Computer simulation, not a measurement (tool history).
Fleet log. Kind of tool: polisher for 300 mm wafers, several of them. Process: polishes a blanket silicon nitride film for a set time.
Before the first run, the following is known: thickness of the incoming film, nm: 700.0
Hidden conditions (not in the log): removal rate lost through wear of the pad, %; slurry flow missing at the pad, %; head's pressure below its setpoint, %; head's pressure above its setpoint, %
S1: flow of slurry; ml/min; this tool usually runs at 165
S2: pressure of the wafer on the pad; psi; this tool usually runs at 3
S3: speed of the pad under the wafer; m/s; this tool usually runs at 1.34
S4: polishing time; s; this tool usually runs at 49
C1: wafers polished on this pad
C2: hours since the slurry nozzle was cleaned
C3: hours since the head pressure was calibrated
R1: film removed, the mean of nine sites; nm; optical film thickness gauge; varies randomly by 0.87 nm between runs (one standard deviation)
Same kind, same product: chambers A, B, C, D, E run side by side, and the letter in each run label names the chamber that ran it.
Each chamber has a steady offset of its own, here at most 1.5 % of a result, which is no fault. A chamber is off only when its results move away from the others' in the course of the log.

run 1E hour=7.9 | S1=165 S2=3 S3=1.34 S4=49 | C1=649 C2=93.6 C3=520.6 | R1=88.32
-- hour=10.8 chamber D: head pressure recalibrated
-- hour=14.8 chamber A: slurry nozzle cleaned
run 2B hour=17.9 | S1=165 S2=3 S3=1.34 S4=49 | C1=838 C2=265.7 C3=354.3 | R1=90.867
-- hour=19.1 chamber D: worn pad replaced by a new one
run 3C hour=25.5 | S1=165 S2=3 S3=1.34 S4=49 | C1=779 C2=426.4 C3=910.6 | R1=90.859
run 4D hour=30 | S1=165 S2=3 S3=1.34 S4=49 | C1=146 C2=168.1 C3=19.3 | R1=89.365
-- hour=31.9 chamber B: worn pad replaced by a new one
-- hour=34.2 chamber A: head pressure recalibrated
run 5A hour=39.7 | S1=165 S2=3 S3=1.34 S4=49 | C1=1277 C2=24.9 C3=5.5 | R1=91.19
-- hour=43.2 chamber C: worn pad replaced by a new one
run 6B hour=48.5 | S1=165 S2=3 S3=1.34 S4=49 | C1=223 C2=296.3 C3=384.9 | R1=91.265
-- hour=49.6 chamber A: worn pad replaced by a new one
run 7A hour=56.5 | S1=165 S2=3 S3=1.34 S4=49 | C1=93 C2=41.7 C3=22.3 | R1=89.458
-- hour=58 chamber E: worn pad replaced by a new one
run 8E hour=62.2 | S1=165 S2=3 S3=1.34 S4=49 | C1=57 C2=147.9 C3=574.9 | R1=91.551
run 9D hour=72.4 | S1=165 S2=3 S3=1.34 S4=49 | C1=715 C2=210.5 C3=61.7 | R1=88.844
run 10C hour=78 | S1=125 S2=3 S3=1.34 S4=49 | C1=467 C2=478.9 C3=963.1 | R1=85.913
run 11A hour=85.5 | S1=125 S2=3 S3=1.34 S4=49 | C1=482 C2=70.7 C3=51.3 | R1=85.098
run 12B hour=94.5 | S1=125 S2=3 S3=1.34 S4=49 | C1=840 C2=342.3 C3=430.9 | R1=85.288
-- hour=98.2 chamber D: worn pad replaced by a new one
run 13E hour=100.6 | S1=125 S2=3 S3=1.34 S4=49 | C1=572 C2=186.3 C3=613.3 | R1=86.967
-- hour=101.2 chamber B: worn pad replaced by a new one
run 14D hour=110 | S1=125 S2=3 S3=1.34 S4=49 | C1=158 C2=248.1 C3=99.3 | R1=82.709
run 15C hour=115.2 | S1=165 S2=3 S3=1.66 S4=63 | C1=966 C2=516.1 C3=1000.3 | R1=137.95
run 16B hour=125.5 | S1=165 S2=3 S3=1.66 S4=63 | C1=326 C2=373.3 C3=461.9 | R1=137.71
run 17C hour=134 | S1=165 S2=3 S3=1.66 S4=63 | C1=1218 C2=534.9 C3=1019.1 | R1=134.26
-- hour=137.1 chamber C: worn pad replaced by a new one
-- hour=139.4 chamber E: worn pad replaced by a new one
run 18D hour=141.3 | S1=165 S2=3 S3=1.66 S4=63 | C1=578 C2=279.4 C3=130.6 | R1=135.85
run 19E hour=151.3 | S1=165 S2=3 S3=1.66 S4=63 | C1=159 C2=237 C3=664 | R1=138
run 20A hour=159 | S1=130 S2=3 S3=1.34 S4=49 | C1=1469 C2=144.2 C3=124.8 | R1=84.849
-- hour=159.3 chamber A: worn pad replaced by a new one
run 21B hour=166.5 | S1=130 S2=3 S3=1.34 S4=49 | C1=876 C2=414.3 C3=502.9 | R1=88.245
-- hour=170.2 chamber D: worn pad replaced by a new one
run 22A hour=172.2 | S1=130 S2=3 S3=1.34 S4=49 | C1=173 C2=157.4 C3=138 | R1=85.931
-- hour=177.8 chamber B: worn pad replaced by a new one
run 23D hour=179.5 | S1=130 S2=3 S3=1.34 S4=49 | C1=125 C2=317.6 C3=168.8 | R1=84.822
run 24C hour=187.8 | S1=130 S2=3 S3=1.34 S4=49 | C1=681 C2=588.7 C3=1072.9 | R1=84.167
run 25E hour=193.2 | S1=165 S2=3 S3=1.34 S4=49 | C1=722 C2=278.9 C3=705.9 | R1=90.232
run 26E hour=203.3 | S1=165 S2=3 S3=1.34 S4=49 | C1=857 C2=289 C3=716 | R1=90.676
-- hour=211.7 chamber C: worn pad replaced by a new one
run 27D hour=213.7 | S1=165 S2=3 S3=1.34 S4=49 | C1=584 C2=351.8 C3=203 | R1=89.007
-- hour=214.6 chamber C: head pressure recalibrated
-- hour=216.3 chamber E: worn pad replaced by a new one
run 28A hour=220 | S1=165 S2=3 S3=1.34 S4=49 | C1=814 C2=205.2 C3=185.8 | R1=87.807
-- hour=225.1 chamber C: slurry nozzle cleaned
run 29C hour=229.6 | S1=165 S2=3 S3=1.34 S4=49 | C1=240 C2=4.5 C3=15 | R1=99.577
-- hour=235.5 chamber A: slurry nozzle cleaned
run 30B hour=238.2 | S1=165 S2=3 S3=1.34 S4=49 | C1=810 C2=486 C3=574.6 | R1=89.163
-- hour=244.1 chamber D: worn pad replaced by a new one
run 31E hour=245.4 | S1=165 S2=3 S3=1.34 S4=49 | C1=391 C2=331.1 C3=758.1 | R1=90.597
-- hour=246.1 chamber B: worn pad replaced by a new one
run 32D hour=253.7 | S1=165 S2=2.1 S3=1.34 S4=36 | C1=129 C2=391.8 C3=243 | R1=45.838
run 33A hour=258.2 | S1=165 S2=2.1 S3=1.34 S4=36 | C1=1327 C2=22.8 C3=224 | R1=46.12
-- hour=262.5 chamber A: worn pad replaced by a new one
run 34B hour=265.5 | S1=165 S2=2.1 S3=1.34 S4=36 | C1=260 C2=513.3 C3=601.9 | R1=47.126
run 35C hour=275.1 | S1=165 S2=2.1 S3=1.34 S4=36 | C1=851 C2=50 C3=60.5 | R1=51.597
run 36C hour=280.8 | S1=165 S2=2.1 S3=1.34 S4=36 | C1=927 C2=55.7 C3=66.2 | R1=51.01
run 37B hour=286.7 | S1=165 S2=3 S3=1.34 S4=49 | C1=545 C2=534.5 C3=623.1 | R1=90.338
run 38D hour=296.7 | S1=165 S2=2.6 S3=1.34 S4=49 | C1=706 C2=434.8 C3=286 | R1=77.188
run 39A hour=304.9 | S1=165 S2=2.6 S3=1.34 S4=49 | C1=569 C2=69.5 C3=270.7 | R1=77.121
run 40E hour=309.7 | S1=165 S2=2.6 S3=1.34 S4=49 | C1=1253 C2=395.4 C3=822.4 | R1=78.331
-- hour=310.5 chamber B: worn pad replaced by a new one
-- hour=312.8 chamber E: worn pad replaced by a new one
run 41D hour=314.2 | S1=165 S2=2.6 S3=1.34 S4=49 | C1=941 C2=452.3 C3=303.5 | R1=76.989
run 42E hour=320.7 | S1=165 S2=2.6 S3=1.34 S4=49 | C1=106 C2=406.4 C3=833.4 | R1=77.315
run 43B hour=330.4 | S1=165 S2=3 S3=1.34 S4=43 | C1=267 C2=578.2 C3=666.8 | R1=79.652
run 44A hour=337.3 | S1=165 S2=3 S3=1.34 S4=43 | C1=1004 C2=101.9 C3=303.1 | R1=77.327

Has any chamber moved away from the others, gradually or after a service, or does the common gauge drift, or do the chambers differ only by their own small steady offsets? State the chamber and the most likely cause if one applies.

Chamber C has stood off from the others ever since a service on it.
Cause: head's pressure above its setpoint, % = 9.38.

Here are 4 candidates for chamber C's next run, each the usual settings with a change, their results left as question marks. Which one brings its results back in line with what the others give on the usual settings?
To be in line, a result may differ from the other chambers' mean on the usual settings by at most: R1 3 nm
run 45C-1 hour=344.7 | S1=165 S2=3.1 S3=1.38 S4=51 | R1=?
run 45C-2 hour=344.7 | S1=165 S2=3 S3=1.34 S4=48 | R1=?
run 45C-3 hour=344.7 | S1=165 S2=3 S3=1.34 S4=50 | R1=?
run 45C-4 hour=344.7 | S1=165 S2=2.9 S3=1.3 S4=48 | R1=?

The mean the other chambers reach with the usual settings: R1 89.748 nm
run=45C-1 R1=107.61
run=45C-2 R1=95.799
run=45C-3 R1=99.791
run=45C-4 R1=90.452
The answer is 45C-4, which returns the chamber to within the allowed miss of the others.
